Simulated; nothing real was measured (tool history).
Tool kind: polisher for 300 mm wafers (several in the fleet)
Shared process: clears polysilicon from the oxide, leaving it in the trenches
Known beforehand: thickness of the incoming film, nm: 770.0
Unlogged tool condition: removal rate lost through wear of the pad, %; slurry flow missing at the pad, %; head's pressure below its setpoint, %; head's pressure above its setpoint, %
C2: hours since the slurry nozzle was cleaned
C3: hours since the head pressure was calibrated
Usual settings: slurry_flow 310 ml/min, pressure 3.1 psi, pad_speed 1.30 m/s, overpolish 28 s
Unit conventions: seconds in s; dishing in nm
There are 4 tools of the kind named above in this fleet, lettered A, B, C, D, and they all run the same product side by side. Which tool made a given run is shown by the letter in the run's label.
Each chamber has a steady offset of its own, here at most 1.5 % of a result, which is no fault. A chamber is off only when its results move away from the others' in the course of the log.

{"run": "1D", "hour": 15.1, "slurry_flow": 310, "pressure": 3.1, "pad_speed": 1.3, "overpolish": 28, "wafers polished on this pad": 794, "C2": 410.9, "C3": 82.5, "seconds": 42.317, "dishing": 78.063}
{"hour": 16.4, "done": "chamber A: worn pad replaced by a new one"}
{"run": "2C", "hour": 25.7, "slurry_flow": 310, "pressure": 3.1, "pad_speed": 1.3, "overpolish": 28, "wafers polished on this pad": 1023, "C2": 258.1, "C3": 105.0, "seconds": 43.869, "dishing": 78.118}
{"hour": 31.7, "done": "chamber D: worn pad replaced by a new one"}
{"run": "3A", "hour": 36.4, "slurry_flow": 310, "pressure": 3.1, "pad_speed": 1.3, "overpolish": 28, "wafers polished on this pad": 172, "C2": 79.0, "C3": 354.3, "seconds": 42.51, "dishing": 80.978}
{"run": "4B", "hour": 50.1, "slurry_flow": 310, "pressure": 3.1, "pad_speed": 1.3, "overpolish": 28, "wafers polished on this pad": 537, "C2": 609.7, "C3": 366.1, "seconds": 43.0, "dishing": 77.684}
{"hour": 50.6, "done": "chamber C: worn pad replaced by a new one"}
{"run": "5C", "hour": 61.4, "slurry_flow": 310, "pressure": 3.1, "pad_speed": 1.3, "overpolish": 28, "wafers polished on this pad": 93, "C2": 293.8, "C3": 140.7, "seconds": 42.791, "dishing": 78.82}
{"run": "6D", "hour": 69.2, "slurry_flow": 310, "pressure": 3.1, "pad_speed": 1.3, "overpolish": 28, "wafers polished on this pad": 322, "C2": 465.0, "C3": 136.6, "seconds": 44.102, "dishing": 77.673}
{"hour": 75.8, "done": "chamber B: worn pad replaced by a new one"}
{"run": "7A", "hour": 79.1, "slurry_flow": 310, "pressure": 3.1, "pad_speed": 1.3, "overpolish": 21, "wafers polished on this pad": 540, "C2": 121.7, "C3": 397.0, "seconds": 43.132, "dishing": 76.07}
{"run": "8B", "hour": 89.6, "slurry_flow": 310, "pressure": 3.1, "pad_speed": 1.3, "overpolish": 21, "wafers polished on this pad": 119, "C2": 649.2, "C3": 405.6, "seconds": 42.884, "dishing": 76.478}
{"run": "9A", "hour": 100.8, "slurry_flow": 310, "pressure": 3.1, "pad_speed": 1.3, "overpolish": 21, "wafers polished on this pad": 727, "C2": 143.4, "C3": 418.7, "seconds": 42.243, "dishing": 77.224}
{"run": "10C", "hour": 110.6, "slurry_flow": 310, "pressure": 3.1, "pad_speed": 1.3, "overpolish": 21, "wafers polished on this pad": 517, "C2": 343.0, "C3": 189.9, "seconds": 43.731, "dishing": 76.924}
{"hour": 118.6, "done": "chamber A: worn pad replaced by a new one"}
{"run": "11B", "hour": 118.9, "slurry_flow": 310, "pressure": 3.1, "pad_speed": 1.3, "overpolish": 28, "wafers polished on this pad": 371, "C2": 678.5, "C3": 434.9, "seconds": 43.971, "dishing": 78.693}
{"hour": 134.4, "done": "chamber D: worn pad replaced by a new one"}
{"run": "12D", "hour": 134.5, "slurry_flow": 310, "pressure": 2.6, "pad_speed": 1.3, "overpolish": 28, "wafers polished on this pad": 1, "C2": 530.3, "C3": 201.9, "seconds": 50.014, "dishing": 75.504}
{"run": "13D", "hour": 150.6, "slurry_flow": 310, "pressure": 2.6, "pad_speed": 1.3, "overpolish": 28, "wafers polished on this pad": 140, "C2": 546.4, "C3": 218.0, "seconds": 51.695, "dishing": 80.282}
{"hour": 151.4, "done": "chamber C: slurry nozzle cleaned"}
{"hour": 153.7, "done": "chamber A: head pressure recalibrated"}
{"run": "14B", "hour": 163.6, "slurry_flow": 310, "pressure": 2.6, "pad_speed": 1.3, "overpolish": 28, "wafers polished on this pad": 756, "C2": 723.2, "C3": 479.6, "seconds": 50.577, "dishing": 79.082}
{"hour": 169.4, "done": "chamber C: worn pad replaced by a new one"}
{"run": "15C", "hour": 179.1, "slurry_flow": 310, "pressure": 2.6, "pad_speed": 1.3, "overpolish": 28, "wafers polished on this pad": 83, "C2": 27.7, "C3": 258.4, "seconds": 50.86, "dishing": 75.755}
{"hour": 182.5, "done": "chamber B: worn pad replaced by a new one"}
{"run": "16A", "hour": 191.1, "slurry_flow": 310, "pressure": 3.1, "pad_speed": 1.3, "overpolish": 28, "wafers polished on this pad": 624, "C2": 233.7, "C3": 37.5, "seconds": 47.006, "dishing": 79.346}
{"hour": 195.6, "done": "chamber B: head pressure recalibrated"}
{"run": "17A", "hour": 201.9, "slurry_flow": 310, "pressure": 3.1, "pad_speed": 1.3, "overpolish": 28, "wafers polished on this pad": 717, "C2": 244.5, "C3": 48.3, "seconds": 46.01, "dishing": 76.886}
{"run": "18B", "hour": 212.4, "slurry_flow": 310, "pressure": 3.1, "pad_speed": 1.3, "overpolish": 28, "wafers polished on this pad": 257, "C2": 772.0, "C3": 16.9, "seconds": 42.585, "dishing": 79.794}
{"hour": 221.2, "done": "chamber A: worn pad replaced by a new one"}
{"run": "19D", "hour": 222.8, "slurry_flow": 310, "pressure": 3.8, "pad_speed": 1.3, "overpolish": 28, "wafers polished on this pad": 761, "C2": 618.6, "C3": 290.2, "seconds": 35.015, "dishing": 77.421}
{"run": "20C", "hour": 232.9, "slurry_flow": 310, "pressure": 3.8, "pad_speed": 1.3, "overpolish": 28, "wafers polished on this pad": 546, "C2": 81.5, "C3": 312.2, "seconds": 35.06, "dishing": 78.209}
{"run": "21C", "hour": 240.6, "slurry_flow": 310, "pressure": 3.8, "pad_speed": 1.3, "overpolish": 28, "wafers polished on this pad": 612, "C2": 89.2, "C3": 319.9, "seconds": 35.353, "dishing": 78.349}
{"hour": 244.0, "done": "chamber D: worn pad replaced by a new one"}
{"run": "22A", "hour": 254.3, "slurry_flow": 310, "pressure": 3.8, "pad_speed": 1.3, "overpolish": 28, "wafers polished on this pad": 285, "C2": 296.9, "C3": 100.7, "seconds": 36.634, "dishing": 78.669}
{"hour": 256.6, "done": "chamber B: slurry nozzle cleaned"}
{"run": "23D", "hour": 263.3, "slurry_flow": 310, "pressure": 3.1, "pad_speed": 1.3, "overpolish": 28, "wafers polished on this pad": 166, "C2": 659.1, "C3": 330.7, "seconds": 41.615, "dishing": 80.339}
{"run": "24B", "hour": 275.9, "slurry_flow": 395, "pressure": 3.1, "pad_speed": 1.3, "overpolish": 39, "wafers polished on this pad": 804, "C2": 19.4, "C3": 80.4, "seconds": 42.221, "dishing": 78.74}
{"run": "25D", "hour": 284.1, "slurry_flow": 395, "pressure": 3.1, "pad_speed": 1.3, "overpolish": 39, "wafers polished on this pad": 345, "C2": 679.9, "C3": 351.5, "seconds": 42.12, "dishing": 78.572}
{"hour": 286.7, "done": "chamber C: worn pad replaced by a new one"}
{"hour": 288.3, "done": "chamber B: worn pad replaced by a new one"}
{"run": "26B", "hour": 294.6, "slurry_flow": 395, "pressure": 3.1, "pad_speed": 1.3, "overpolish": 39, "wafers polished on this pad": 54, "C2": 38.1, "C3": 99.1, "seconds": 41.004, "dishing": 77.861}
{"run": "27A", "hour": 310.1, "slurry_flow": 395, "pressure": 3.1, "pad_speed": 1.3, "overpolish": 39, "wafers polished on this pad": 765, "C2": 352.7, "C3": 156.5, "seconds": 46.583, "dishing": 77.02}
{"hour": 312.9, "done": "chamber A: worn pad replaced by a new one"}
{"run": "28C", "hour": 323.5, "slurry_flow": 210, "pressure": 3.1, "pad_speed": 1.1, "overpolish": 28, "wafers polished on this pad": 317, "C2": 172.1, "C3": 402.8, "seconds": 52.474, "dishing": 75.461}
{"run": "29C", "hour": 335.7, "slurry_flow": 210, "pressure": 3.1, "pad_speed": 1.1, "overpolish": 28, "wafers polished on this pad": 422, "C2": 184.3, "C3": 415.0, "seconds": 53.488, "dishing": 77.475}
{"run": "30A", "hour": 345.6, "slurry_flow": 210, "pressure": 3.1, "pad_speed": 1.1, "overpolish": 28, "wafers polished on this pad": 281, "C2": 388.2, "C3": 192.0, "seconds": 56.848, "dishing": 78.308}
{"hour": 359.1, "done": "chamber D: worn pad replaced by a new one"}
{"hour": 360.0, "done": "chamber D: head pressure recalibrated"}
{"run": "31D", "hour": 362.1, "slurry_flow": 210, "pressure": 3.1, "pad_speed": 1.1, "overpolish": 28, "wafers polished on this pad": 26, "C2": 757.9, "C3": 2.2, "seconds": 51.747, "dishing": 79.337}
{"run": "32B", "hour": 372.6, "slurry_flow": 310, "pressure": 3.1, "pad_speed": 1.3, "overpolish": 28, "wafers polished on this pad": 725, "C2": 116.1, "C3": 177.1, "seconds": 43.064, "dishing": 78.343}
{"hour": 387.8, "done": "chamber B: worn pad replaced by a new one"}
{"run": "33B", "hour": 388.5, "slurry_flow": 220, "pressure": 2.1, "pad_speed": 1.3, "overpolish": 28, "wafers polished on this pad": 6, "C2": 132.0, "C3": 193.0, "seconds": 65.596, "dishing": 78.078}
{"run": "34C", "hour": 396.1, "slurry_flow": 220, "pressure": 2.1, "pad_speed": 1.3, "overpolish": 28, "wafers polished on this pad": 942, "C2": 244.7, "C3": 475.4, "seconds": 65.787, "dishing": 75.262}
{"run": "35D", "hour": 404.1, "slurry_flow": 220, "pressure": 2.1, "pad_speed": 1.3, "overpolish": 28, "wafers polished on this pad": 387, "C2": 799.9, "C3": 44.2, "seconds": 65.768, "dishing": 78.112}
{"hour": 406.9, "done": "chamber A: worn pad replaced by a new one"}
{"run": "36A", "hour": 419.4, "slurry_flow": 220, "pressure": 2.1, "pad_speed": 1.3, "overpolish": 28, "wafers polished on this pad": 108, "C2": 462.0, "C3": 265.8, "seconds": 71.947, "dishing": 78.436}
{"hour": 422.8, "done": "chamber D: slurry nozzle cleaned"}
{"hour": 424.4, "done": "chamber C: worn pad replaced by a new one"}
{"run": "37C", "hour": 431.7, "slurry_flow": 310, "pressure": 3.1, "pad_speed": 1.3, "overpolish": 28, "wafers polished on this pad": 62, "C2": 280.3, "C3": 511.0, "seconds": 41.3, "dishing": 78.558}
{"run": "38B", "hour": 445.9, "slurry_flow": 310, "pressure": 3.1, "pad_speed": 1.3, "overpolish": 28, "wafers polished on this pad": 500, "C2": 189.4, "C3": 250.4, "seconds": 43.363, "dishing": 80.643}
{"run": "39A", "hour": 462.1, "slurry_flow": 310, "pressure": 2.4, "pad_speed": 0.88, "overpolish": 28, "wafers polished on this pad": 475, "C2": 504.7, "C3": 308.5, "seconds": 86.98, "dishing": 74.009}
{"run": "40D", "hour": 469.8, "slurry_flow": 310, "pressure": 2.4, "pad_speed": 0.88, "overpolish": 28, "wafers polished on this pad": 953, "C2": 47.1, "C3": 109.9, "seconds": 81.709, "dishing": 73.671}
{"hour": 476.4, "done": "chamber D: worn pad replaced by a new one"}
{"run": "41D", "hour": 480.0, "slurry_flow": 310, "pressure": 2.4, "pad_speed": 0.88, "overpolish": 28, "wafers polished on this pad": 31, "C2": 57.3, "C3": 120.1, "seconds": 81.77, "dishing": 77.127}
{"run": "42C", "hour": 487.5, "slurry_flow": 310, "pressure": 2.4, "pad_speed": 0.88, "overpolish": 28, "wafers polished on this pad": 543, "C2": 336.1, "C3": 566.8, "seconds": 80.41, "dishing": 74.1}

Which is it: a chamber that has drifted or been left off by a service, a gauge drift common to all chambers, or only each chamber's usual small offset? If a chamber is off, name it and its likeliest cause.

The work done on chamber A during a service left it standing apart from the others.
Likeliest cause: head's pressure below its setpoint, % = 7.59.

Here are 4 candidates for chamber A's next run, each the usual settings with a change, their results left as question marks. Which one brings its results back in line with what the others give on the usual settings?
In line here means within this much of the mean the other chambers give on the usual settings: seconds 2.000 s; dishing 3.700 nm
{"run": "43A-1", "hour": 499.3, "slurry_flow": 310, "pressure": 3.0, "pad_speed": 1.24, "overpolish": 31, "seconds": "?", "dishing": "?"}
{"run": "43A-2", "hour": 499.3, "slurry_flow": 310, "pressure": 3.2, "pad_speed": 1.36, "overpolish": 25, "seconds": "?", "dishing": "?"}
{"run": "43A-3", "hour": 499.3, "slurry_flow": 310, "pressure": 3.4, "pad_speed": 1.4, "overpolish": 23, "seconds": "?", "dishing": "?"}
{"run": "43A-4", "hour": 499.3, "slurry_flow": 310, "pressure": 2.8, "pad_speed": 1.2, "overpolish": 33, "seconds": "?", "dishing": "?"}

Other chambers, usual settings, mean: seconds 42.845 s; dishing 78.220 nm
run=43A-1 seconds=50.432 dishing=78.101
run=43A-2 seconds=43.065 dishing=78.025
run=43A-3 seconds=39.340 dishing=78.036
run=43A-4 seconds=55.898 dishing=78.049
It is 43A-2 that realigns the chamber with its peers.

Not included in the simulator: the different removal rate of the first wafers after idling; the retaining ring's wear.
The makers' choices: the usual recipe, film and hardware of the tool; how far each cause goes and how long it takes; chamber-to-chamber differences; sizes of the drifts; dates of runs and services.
